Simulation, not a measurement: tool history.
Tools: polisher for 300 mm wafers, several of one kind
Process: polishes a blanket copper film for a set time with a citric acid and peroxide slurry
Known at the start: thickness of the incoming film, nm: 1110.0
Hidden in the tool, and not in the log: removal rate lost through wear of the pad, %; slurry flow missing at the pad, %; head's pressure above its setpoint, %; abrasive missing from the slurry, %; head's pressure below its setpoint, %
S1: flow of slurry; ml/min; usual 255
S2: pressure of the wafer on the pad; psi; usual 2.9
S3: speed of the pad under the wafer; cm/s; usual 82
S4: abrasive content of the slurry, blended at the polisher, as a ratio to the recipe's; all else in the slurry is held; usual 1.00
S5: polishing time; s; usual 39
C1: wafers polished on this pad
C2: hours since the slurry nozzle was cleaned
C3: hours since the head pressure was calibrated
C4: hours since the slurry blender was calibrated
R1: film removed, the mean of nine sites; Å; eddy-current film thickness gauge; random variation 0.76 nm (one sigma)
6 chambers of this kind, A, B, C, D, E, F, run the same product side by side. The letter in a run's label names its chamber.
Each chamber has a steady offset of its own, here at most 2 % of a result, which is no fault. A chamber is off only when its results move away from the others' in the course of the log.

At hour 1.0: chamber C: slurry nozzle cleaned.
Run 1A, hour 15.1: usual settings; C1 1064; C2 186.4; C3 1032.0; C4 313.4. Result: R1 778.15 Å.
At hour 20.9: chamber A: worn pad replaced by a new one.
Run 2B, hour 28.2: usual settings; C1 285; C2 284.1; C3 980.5; C4 105.1. Result: R1 798.33 Å.
At hour 37.2: chamber C: worn pad replaced by a new one.
Run 3E, hour 41.3: usual settings; C1 494; C2 268.9; C3 232.9; C4 259.1. Result: R1 793.99 Å.
Run 4C, hour 51.3: usual settings; C1 95; C2 50.4; C3 329.5; C4 57.4. Result: R1 811.13 Å.
Run 5F, hour 62.9: usual settings but S4 0.85; C1 520; C2 218.7; C3 322.4; C4 366.7. Result: R1 771.95 Å.
At hour 70.7: chamber F: slurry blender recalibrated.
At hour 72.7: chamber D: worn pad replaced by a new one.
Run 6D, hour 73.5: usual settings but S4 0.85; C1 5; C2 139.2; C3 997.3; C4 155.0. Result: R1 783.40 Å.
Run 7C, hour 80.4: usual settings but S4 0.85; C1 291; C2 79.5; C3 358.6; C4 86.5. Result: R1 778.60 Å.
At hour 83.7: chamber A: head pressure recalibrated.
Run 8F, hour 96.3: usual settings but S4 0.85; C1 745; C2 252.1; C3 355.8; C4 25.7. Result: R1 764.76 Å.
Run 9E, hour 110.3: usual settings but S4 0.85; C1 959; C2 337.9; C3 301.9; C4 328.1. Result: R1 760.92 Å.
At hour 111.3: chamber D: slurry blender recalibrated.
At hour 111.4: chamber E: worn pad replaced by a new one.
At hour 117.9: chamber E: slurry blender recalibrated.
Run 10A, hour 122.8: usual settings but S4 0.85; C1 686; C2 294.1; C3 39.2; C4 421.1. Result: R1 757.13 Å.
At hour 129.2: chamber C: slurry blender recalibrated.
At hour 134.0: chamber C: worn pad replaced by a new one.
Run 11B, hour 136.1: usual settings; C1 1012; C2 392.0; C3 1088.4; C4 213.0. Result: R1 792.57 Å.
At hour 138.9: chamber A: slurry blender recalibrated.
Run 12D, hour 148.5: usual settings; C1 510; C2 214.2; C3 1072.3; C4 37.3. Result: R1 809.24 Å.
Run 13B, hour 158.3: usual settings; C1 1162; C2 414.2; C3 1110.6; C4 235.2. Result: R1 809.22 Å.
Run 14E, hour 166.1: usual settings; C1 368; C2 393.7; C3 357.7; C4 48.2. Result: R1 762.97 Å.
At hour 175.4: chamber B: worn pad replaced by a new one.
Run 15F, hour 180.3: usual settings but S4 0.70; C1 1311; C2 336.1; C3 439.8; C4 109.7. Result: R1 735.56 Å.
At hour 186.3: chamber A: worn pad replaced by a new one.
At hour 190.9: chamber B: slurry nozzle cleaned.
Run 16A, hour 192.8: usual settings but S4 0.70; C1 44; C2 364.1; C3 109.2; C4 53.9. Result: R1 736.43 Å.
At hour 196.9: chamber F: worn pad replaced by a new one.
At hour 200.4: chamber D: worn pad replaced by a new one.
Run 17C, hour 203.3: usual settings but S4 0.70; C1 466; C2 202.4; C3 481.5; C4 74.1. Result: R1 751.82 Å.
Run 18D, hour 217.3: usual settings but S4 0.70; C1 114; C2 283.0; C3 1141.1; C4 106.1. Result: R1 756.29 Å.
Run 19C, hour 230.2: usual settings but S4 0.70; C1 648; C2 229.3; C3 508.4; C4 101.0. Result: R1 738.17 Å.
At hour 235.8: chamber C: worn pad replaced by a new one.
Run 20F, hour 245.9: usual settings but S4 0.70; C1 330; C2 401.7; C3 505.4; C4 175.3. Result: R1 736.11 Å.
At hour 251.7: chamber F: head pressure recalibrated.
Run 21B, hour 253.4: usual settings; C1 526; C2 62.6; C3 1205.7; C4 330.3. Result: R1 805.48 Å.
Run 22E, hour 263.4: usual settings; C1 1024; C2 491.0; C3 455.0; C4 145.5. Result: R1 751.30 Å.
At hour 272.0: chamber E: worn pad replaced by a new one.
Run 23D, hour 272.5: usual settings; C1 486; C2 338.2; C3 1196.3; C4 161.3. Result: R1 799.31 Å.
At hour 274.4: chamber C: slurry blender recalibrated.
Run 24A, hour 287.1: usual settings; C1 679; C2 458.4; C3 203.5; C4 148.2. Result: R1 771.96 Å.
Run 25B, hour 301.0: usual settings; C1 846; C2 110.2; C3 1253.3; C4 377.9. Result: R1 805.99 Å.
Run 26D, hour 311.3: usual settings; C1 747; C2 377.0; C3 1235.1; C4 200.1. Result: R1 813.48 Å.
At hour 311.5: chamber D: slurry blender recalibrated.
At hour 320.4: chamber E: slurry nozzle cleaned.
Run 27E, hour 326.0: usual settings; C1 364; C2 5.7; C3 517.6; C4 208.1. Result: R1 733.19 Å.
At hour 329.9: chamber C: worn pad replaced by a new one.
Run 28F, hour 333.8: usual settings but S5 45 s; C1 922; C2 489.6; C3 82.2; C4 263.2. Result: R1 938.70 Å.
At hour 337.7: chamber D: slurry nozzle cleaned.
Run 29C, hour 347.2: usual settings but S5 45 s; C1 117; C2 346.3; C3 625.4; C4 72.9. Result: R1 946.72 Å.
Run 30A, hour 357.3: usual settings but S5 45 s; C1 1152; C2 528.6; C3 273.7; C4 218.4. Result: R1 914.34 Å.
At hour 357.5: chamber D: worn pad replaced by a new one.
At hour 359.9: chamber A: worn pad replaced by a new one.
Run 31D, hour 364.9: usual settings but S5 45 s; C1 50; C2 27.3; C3 1288.7; C4 53.4. Result: R1 938.71 Å.
Run 32F, hour 377.5: usual settings but S5 45 s; C1 1216; C2 533.3; C3 125.9; C4 306.9. Result: R1 905.87 Å.
At hour 384.8: chamber B: slurry blender recalibrated.
Run 33B, hour 385.2: usual settings but S5 45 s; C1 1413; C2 194.4; C3 1337.5; C4 0.5. Result: R1 920.43 Å.
Run 34A, hour 400.5: usual settings; C1 273; C2 571.8; C3 316.9; C4 261.6. Result: R1 770.15 Å.
Run 35E, hour 409.5: usual settings; C1 926; C2 89.2; C3 601.1; C4 291.6. Result: R1 717.78 Å.
At hour 424.6: chamber C: slurry blender recalibrated.
Run 36C, hour 425.2: usual settings; C1 642; C2 424.3; C3 703.4; C4 0.7. Result: R1 792.67 Å.

Next, every chamber runs the same settings. What will each give?
Run 37A, hour 436.6: usual settings but S1 190 ml/min. Result: R1 ?.
Run 37B, hour 436.6: usual settings but S1 190 ml/min. Result: R1 ?.
Run 37C, hour 436.6: usual settings but S1 190 ml/min. Result: R1 ?.
Run 37D, hour 436.6: usual settings but S1 190 ml/min. Result: R1 ?.
Run 37E, hour 436.6: usual settings but S1 190 ml/min. Result: R1 ?.
Run 37F, hour 436.6: usual settings but S1 190 ml/min. Result: R1 ?.

run      R1
37A  759.82
37B  757.03
37C  772.81
37D  792.09
37E  678.40
37F  764.55

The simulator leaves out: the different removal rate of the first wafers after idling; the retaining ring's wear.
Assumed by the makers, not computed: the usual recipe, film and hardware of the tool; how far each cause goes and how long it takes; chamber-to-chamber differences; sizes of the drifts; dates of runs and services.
